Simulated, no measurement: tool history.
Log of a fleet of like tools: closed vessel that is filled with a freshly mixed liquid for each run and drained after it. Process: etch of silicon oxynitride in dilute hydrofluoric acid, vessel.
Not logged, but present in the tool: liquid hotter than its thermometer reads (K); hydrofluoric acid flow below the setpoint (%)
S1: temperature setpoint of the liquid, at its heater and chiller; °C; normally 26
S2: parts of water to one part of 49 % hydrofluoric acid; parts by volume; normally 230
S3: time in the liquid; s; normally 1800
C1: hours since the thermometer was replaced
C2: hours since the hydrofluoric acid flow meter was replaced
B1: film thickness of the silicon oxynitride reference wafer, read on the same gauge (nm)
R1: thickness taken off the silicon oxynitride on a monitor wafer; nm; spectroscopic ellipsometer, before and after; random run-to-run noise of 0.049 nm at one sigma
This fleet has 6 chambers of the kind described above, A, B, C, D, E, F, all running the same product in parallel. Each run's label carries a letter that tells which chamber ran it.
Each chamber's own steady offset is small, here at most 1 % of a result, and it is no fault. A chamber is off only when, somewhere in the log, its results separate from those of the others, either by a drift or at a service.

{"run": "1B", "hour": 8.1, "S1": 26, "S2": 230, "S3": 1800, "C1": 979.4, "C2": 585.6, "B1": 99.98, "R1": 11.131}
{"run": "2C", "hour": 21.8, "S1": 26, "S2": 230, "S3": 1800, "C1": 999.5, "C2": 877.2, "B1": 100.04, "R1": 11.088}
{"run": "3A", "hour": 30.6, "S1": 26, "S2": 230, "S3": 1800, "C1": 2324.7, "C2": 129.1, "B1": 100.04, "R1": 11.071}
{"run": "4F", "hour": 38.8, "S1": 26, "S2": 230, "S3": 1800, "C1": 409.0, "C2": 1417.9, "B1": 99.992, "R1": 11.228}
{"run": "5E", "hour": 48.5, "S1": 26, "S2": 230, "S3": 1800, "C1": 853.1, "C2": 2315.9, "B1": 100.03, "R1": 11.002}
{"run": "6D", "hour": 60.1, "S1": 24, "S2": 230, "S3": 1430, "C1": 1173.8, "C2": 391.7, "B1": 100.01, "R1": 8.1164}
{"hour": 65.9, "done": "chamber B: thermometer replaced"}
{"run": "7A", "hour": 72.0, "S1": 24, "S2": 230, "S3": 1430, "C1": 2366.1, "C2": 170.5, "B1": 100.01, "R1": 8.1416}
{"hour": 81.1, "done": "chamber A: thermometer replaced"}
{"run": "8E", "hour": 83.9, "S1": 24, "S2": 230, "S3": 1430, "C1": 888.5, "C2": 2351.3, "B1": 100.04, "R1": 8.0367}
{"run": "9D", "hour": 91.8, "S1": 24, "S2": 230, "S3": 1430, "C1": 1205.5, "C2": 423.4, "B1": 99.993, "R1": 8.1131}
{"hour": 94.1, "done": "chamber B: hydrofluoric acid flow meter replaced"}
{"hour": 101.2, "done": "chamber F: hydrofluoric acid flow meter replaced"}
{"run": "10F", "hour": 103.9, "S1": 24, "S2": 230, "S3": 1430, "C1": 474.1, "C2": 2.8, "B1": 99.999, "R1": 8.2237}
{"run": "11B", "hour": 113.0, "S1": 24, "S2": 230, "S3": 1430, "C1": 47.2, "C2": 18.9, "B1": 99.994, "R1": 8.0811}
{"run": "12C", "hour": 122.2, "S1": 26, "S2": 230, "S3": 1800, "C1": 1099.9, "C2": 977.6, "B1": 100.03, "R1": 10.99}
{"run": "13B", "hour": 129.4, "S1": 26, "S2": 230, "S3": 1345, "C1": 63.6, "C2": 35.3, "B1": 100.01, "R1": 8.2845}
{"run": "14F", "hour": 141.5, "S1": 26, "S2": 230, "S3": 1345, "C1": 511.7, "C2": 40.4, "B1": 99.986, "R1": 8.3174}
{"run": "15A", "hour": 147.9, "S1": 26, "S2": 230, "S3": 1345, "C1": 66.9, "C2": 246.4, "B1": 100.01, "R1": 8.1843}
{"run": "16D", "hour": 159.9, "S1": 26, "S2": 230, "S3": 1345, "C1": 1273.6, "C2": 491.5, "B1": 99.988, "R1": 8.4076}
{"run": "17E", "hour": 167.6, "S1": 26, "S2": 230, "S3": 1345, "C1": 972.2, "C2": 2435.0, "B1": 100.01, "R1": 8.2575}
{"run": "18C", "hour": 175.1, "S1": 26, "S2": 230, "S3": 1345, "C1": 1152.8, "C2": 1030.5, "B1": 100.02, "R1": 8.2634}
{"run": "19A", "hour": 185.8, "S1": 26, "S2": 230, "S3": 1800, "C1": 104.8, "C2": 284.3, "B1": 99.97, "R1": 11.077}
{"run": "20D", "hour": 199.3, "S1": 26, "S2": 230, "S3": 1800, "C1": 1313.0, "C2": 530.9, "B1": 100.0, "R1": 11.301}
{"run": "21C", "hour": 209.1, "S1": 26, "S2": 230, "S3": 1800, "C1": 1186.8, "C2": 1064.5, "B1": 99.971, "R1": 11.117}
{"run": "22B", "hour": 218.7, "S1": 26, "S2": 230, "S3": 1800, "C1": 152.9, "C2": 124.6, "B1": 100.04, "R1": 11.075}
{"run": "23E", "hour": 231.2, "S1": 26, "S2": 230, "S3": 1800, "C1": 1035.8, "C2": 2498.6, "B1": 100.02, "R1": 10.904}
{"run": "24F", "hour": 238.0, "S1": 26, "S2": 230, "S3": 1800, "C1": 608.2, "C2": 136.9, "B1": 100.03, "R1": 11.248}
{"run": "25A", "hour": 251.9, "S1": 26, "S2": 230, "S3": 1800, "C1": 170.9, "C2": 350.4, "B1": 100.05, "R1": 11.077}
{"run": "26E", "hour": 262.4, "S1": 26, "S2": 230, "S3": 1800, "C1": 1067.0, "C2": 2529.8, "B1": 99.966, "R1": 10.973}
{"run": "27F", "hour": 270.7, "S1": 26, "S2": 230, "S3": 1800, "C1": 640.9, "C2": 169.6, "B1": 99.972, "R1": 11.27}
{"run": "28B", "hour": 282.3, "S1": 26, "S2": 230, "S3": 1800, "C1": 216.5, "C2": 188.2, "B1": 99.989, "R1": 11.052}
{"run": "29D", "hour": 292.8, "S1": 26, "S2": 175, "S3": 1800, "C1": 1406.5, "C2": 624.4, "B1": 100.01, "R1": 15.776}
{"run": "30C", "hour": 303.5, "S1": 26, "S2": 175, "S3": 1800, "C1": 1281.2, "C2": 1158.9, "B1": 99.998, "R1": 15.126}
{"run": "31F", "hour": 315.3, "S1": 26, "S2": 175, "S3": 1800, "C1": 685.5, "C2": 214.2, "B1": 100.03, "R1": 15.483}
{"hour": 323.3, "done": "chamber E: hydrofluoric acid flow meter replaced"}
{"run": "32B", "hour": 324.9, "S1": 26, "S2": 175, "S3": 1800, "C1": 259.1, "C2": 230.8, "B1": 99.964, "R1": 15.284}
{"run": "33D", "hour": 331.9, "S1": 26, "S2": 175, "S3": 1800, "C1": 1445.6, "C2": 663.5, "B1": 100.0, "R1": 15.945}
{"run": "34A", "hour": 339.7, "S1": 26, "S2": 175, "S3": 1800, "C1": 258.7, "C2": 438.2, "B1": 100.03, "R1": 15.192}
{"run": "35C", "hour": 347.2, "S1": 26, "S2": 230, "S3": 1800, "C1": 1324.9, "C2": 1202.6, "B1": 100.01, "R1": 11.073}
{"run": "36E", "hour": 357.1, "S1": 26, "S2": 230, "S3": 1800, "C1": 1161.7, "C2": 33.9, "B1": 100.06, "R1": 11.01}
{"run": "37E", "hour": 366.3, "S1": 26, "S2": 230, "S3": 1800, "C1": 1170.9, "C2": 43.1, "B1": 100.0, "R1": 11.044}
{"run": "38C", "hour": 375.8, "S1": 26, "S2": 230, "S3": 1800, "C1": 1353.5, "C2": 1231.2, "B1": 99.997, "R1": 11.029}

For the next run the whole fleet of 6 chambers uses the same settings. Give each chamber's results:
{"run": "39A", "hour": 385.8, "S1": 26, "S2": 230, "S3": 1800, "R1": "?"}
{"run": "39B", "hour": 385.8, "S1": 26, "S2": 230, "S3": 1800, "R1": "?"}
{"run": "39C", "hour": 385.8, "S1": 26, "S2": 230, "S3": 1800, "R1": "?"}
{"run": "39D", "hour": 385.8, "S1": 26, "S2": 230, "S3": 1800, "R1": "?"}
{"run": "39E", "hour": 385.8, "S1": 26, "S2": 230, "S3": 1800, "R1": "?"}
{"run": "39F", "hour": 385.8, "S1": 26, "S2": 230, "S3": 1800, "R1": "?"}

run=39A R1=11.0450
run=39B R1=11.0420
run=39C R1=11.0290
run=39D R1=11.6750
run=39E R1=11.0510
run=39F R1=11.1780
